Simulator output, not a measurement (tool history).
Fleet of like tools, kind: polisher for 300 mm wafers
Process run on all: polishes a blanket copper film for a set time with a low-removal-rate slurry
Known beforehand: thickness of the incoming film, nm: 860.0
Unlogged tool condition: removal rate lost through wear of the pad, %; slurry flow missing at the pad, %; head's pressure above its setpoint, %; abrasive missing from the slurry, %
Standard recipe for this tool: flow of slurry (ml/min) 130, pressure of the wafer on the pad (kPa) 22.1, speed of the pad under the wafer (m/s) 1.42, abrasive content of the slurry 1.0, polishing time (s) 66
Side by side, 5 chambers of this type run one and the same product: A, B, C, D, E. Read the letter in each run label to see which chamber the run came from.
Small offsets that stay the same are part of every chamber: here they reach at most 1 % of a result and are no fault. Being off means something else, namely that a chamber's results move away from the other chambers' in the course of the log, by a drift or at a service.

| run | day | flow of slurry (ml/min) | pressure of the wafer on the pad (kPa) | speed of the pad under the wafer (m/s) | abrasive content of the slurry | polishing time (s) | wafers polished on this pad | hours since the slurry nozzle was cleaned | hours since the head pressure was calibrated | hours since the slurry blender was calibrated | film removed (nm) |
|---|---|---|---|---|---|---|---|---|---|---|---|
| 1C | 0.296 | 130 | 22.1 | 1.42 | 1.0 | 66 | 473 | 72.8 | 687.8 | 131.9 | 312.56 |
| 2B | 0.471 | 130 | 22.1 | 1.42 | 1.0 | 66 | 429 | 258.6 | 161.6 | 212.9 | 299.50 |
|  | 0.625 | chamber C: slurry blender recalibrated |
| 3A | 0.762 | 130 | 22.1 | 1.42 | 1.0 | 66 | 443 | 293.9 | 172.3 | 76.5 | 305.38 |
| 4E | 0.988 | 130 | 22.1 | 1.42 | 1.0 | 66 | 717 | 270.1 | 313.0 | 123.7 | 306.10 |
|  | 0.992 | chamber B: worn pad replaced by a new one |
| 5D | 1.271 | 130 | 22.1 | 1.42 | 1.0 | 66 | 635 | 313.3 | 995.8 | 106.6 | 306.86 |
|  | 1.458 | chamber D: worn pad replaced by a new one |
| 6B | 1.567 | 130 | 22.1 | 1.42 | 1.0 | 66 | 209 | 284.9 | 187.9 | 239.2 | 306.98 |
|  | 1.646 | chamber E: worn pad replaced by a new one |
| 7C | 1.750 | 130 | 22.1 | 1.42 | 1.0 | 66 | 1001 | 107.7 | 722.7 | 27.0 | 303.66 |
| 8E | 1.979 | 165 | 22.1 | 1.42 | 1.2 | 66 | 121 | 293.9 | 336.8 | 147.5 | 335.61 |
|  | 2.117 | chamber A: worn pad replaced by a new one |
|  | 2.175 | chamber A: slurry blender recalibrated |
| 9A | 2.192 | 165 | 22.1 | 1.42 | 1.2 | 66 | 27 | 328.2 | 206.6 | 0.4 | 330.11 |
| 10D | 2.350 | 165 | 22.1 | 1.42 | 1.2 | 66 | 324 | 339.2 | 1021.7 | 132.5 | 335.28 |
| 11E | 2.483 | 165 | 22.1 | 1.42 | 1.2 | 66 | 304 | 306.0 | 348.9 | 159.6 | 333.08 |
|  | 2.492 | chamber B: worn pad replaced by a new one |
| 12A | 2.762 | 165 | 22.1 | 1.42 | 1.2 | 66 | 234 | 341.9 | 220.3 | 14.1 | 330.75 |
|  | 2.933 | chamber C: worn pad replaced by a new one |
| 13C | 2.933 | 130 | 22.1 | 1.42 | 1.0 | 66 | 1 | 136.1 | 751.1 | 55.4 | 305.50 |
|  | 3.008 | chamber D: worn pad replaced by a new one |
| 14D | 3.104 | 130 | 22.1 | 1.42 | 1.0 | 66 | 36 | 357.3 | 1039.8 | 150.6 | 307.51 |
| 15B | 3.333 | 130 | 22.1 | 1.42 | 1.0 | 66 | 306 | 327.3 | 230.3 | 281.6 | 304.31 |
| 16B | 3.483 | 130 | 22.1 | 1.42 | 1.0 | 66 | 361 | 330.9 | 233.9 | 285.2 | 306.82 |
| 17D | 3.788 | 90 | 22.1 | 1.42 | 1.0 | 66 | 284 | 373.7 | 1056.2 | 167.0 | 278.04 |
|  | 3.938 | chamber B: worn pad replaced by a new one |
| 18E | 3.954 | 90 | 22.1 | 1.42 | 1.0 | 66 | 839 | 341.3 | 384.2 | 194.9 | 281.70 |
| 19C | 4.196 | 90 | 22.1 | 1.42 | 1.0 | 66 | 459 | 166.4 | 781.4 | 85.7 | 281.36 |
| 20A | 4.392 | 90 | 22.1 | 1.42 | 1.0 | 66 | 826 | 381.0 | 259.4 | 53.2 | 278.19 |
|  | 4.529 | chamber D: worn pad replaced by a new one |
| 21C | 4.571 | 90 | 22.1 | 1.42 | 1.0 | 66 | 596 | 175.4 | 790.4 | 94.7 | 277.82 |
|  | 4.592 | chamber A: worn pad replaced by a new one |
|  | 4.754 | chamber C: slurry nozzle cleaned |
| 22B | 4.833 | 130 | 14.5 | 1.42 | 1.0 | 66 | 325 | 363.3 | 266.3 | 317.6 | 197.29 |
|  | 4.912 | chamber E: worn pad replaced by a new one |
| 23E | 5.025 | 130 | 14.5 | 1.42 | 1.0 | 66 | 40 | 367.0 | 409.9 | 220.6 | 199.10 |
| 24D | 5.238 | 130 | 14.5 | 1.42 | 1.0 | 66 | 257 | 408.5 | 1091.0 | 201.8 | 199.47 |
| 25A | 5.375 | 130 | 14.5 | 1.42 | 1.0 | 66 | 284 | 404.6 | 283.0 | 76.8 | 201.61 |
|  | 5.654 | chamber B: worn pad replaced by a new one |
| 26A | 5.658 | 130 | 14.5 | 1.42 | 1.0 | 66 | 387 | 411.4 | 289.8 | 83.6 | 202.54 |
| 27D | 5.817 | 130 | 26.2 | 1.42 | 1.0 | 66 | 468 | 422.4 | 1104.9 | 215.7 | 363.94 |
| 28C | 5.962 | 130 | 26.2 | 1.42 | 1.0 | 66 | 1101 | 29.0 | 823.8 | 128.1 | 360.48 |
|  | 6.133 | chamber C: worn pad replaced by a new one |
| 29B | 6.200 | 130 | 26.2 | 1.42 | 1.0 | 66 | 199 | 396.1 | 299.1 | 350.4 | 360.13 |
|  | 6.246 | chamber A: slurry blender recalibrated |
|  | 6.267 | chamber D: worn pad replaced by a new one |
| 30E | 6.388 | 130 | 26.2 | 1.42 | 1.0 | 66 | 536 | 399.7 | 442.6 | 253.3 | 367.70 |
|  | 6.558 | chamber A: worn pad replaced by a new one |
| 31C | 6.562 | 130 | 26.2 | 1.42 | 1.0 | 66 | 156 | 43.4 | 838.2 | 142.5 | 362.08 |
| 32E | 6.721 | 130 | 22.1 | 1.42 | 1.0 | 66 | 657 | 407.7 | 450.6 | 261.3 | 307.02 |
| 33D | 6.942 | 130 | 22.1 | 1.42 | 1.0 | 76 | 245 | 449.4 | 1131.9 | 242.7 | 353.75 |
| 34B | 7.229 | 130 | 22.1 | 1.42 | 1.0 | 76 | 573 | 420.8 | 323.8 | 375.1 | 350.35 |
|  | 7.250 | chamber B: head pressure recalibrated |
|  | 7.321 | chamber B: slurry blender recalibrated |
| 35A | 7.421 | 130 | 22.1 | 1.42 | 1.0 | 76 | 314 | 453.7 | 332.1 | 28.2 | 346.92 |
|  | 7.500 | chamber B: worn pad replaced by a new one |
|  | 7.679 | chamber E: slurry nozzle cleaned |
| 36B | 7.696 | 130 | 22.1 | 1.42 | 1.0 | 76 | 71 | 432.0 | 10.8 | 9.0 | 352.66 |
|  | 7.800 | chamber E: worn pad replaced by a new one |
| 37A | 7.833 | 130 | 22.1 | 1.42 | 1.0 | 76 | 464 | 463.6 | 342.0 | 38.1 | 351.81 |
|  | 7.958 | chamber C: slurry blender recalibrated |
| 38E | 7.983 | 130 | 22.1 | 1.42 | 1.0 | 66 | 67 | 7.3 | 480.9 | 291.6 | 306.67 |
| 39C | 8.275 | 130 | 22.1 | 1.42 | 1.0 | 66 | 778 | 84.5 | 879.3 | 7.7 | 304.77 |

Which is it: a chamber that has drifted or been left off by a service, a gauge drift common to all chambers, or only each chamber's usual small offset? If a chamber is off, name it and its likeliest cause.

Beyond each chamber's small constant offset nothing stands out, and the gauge stays steady.

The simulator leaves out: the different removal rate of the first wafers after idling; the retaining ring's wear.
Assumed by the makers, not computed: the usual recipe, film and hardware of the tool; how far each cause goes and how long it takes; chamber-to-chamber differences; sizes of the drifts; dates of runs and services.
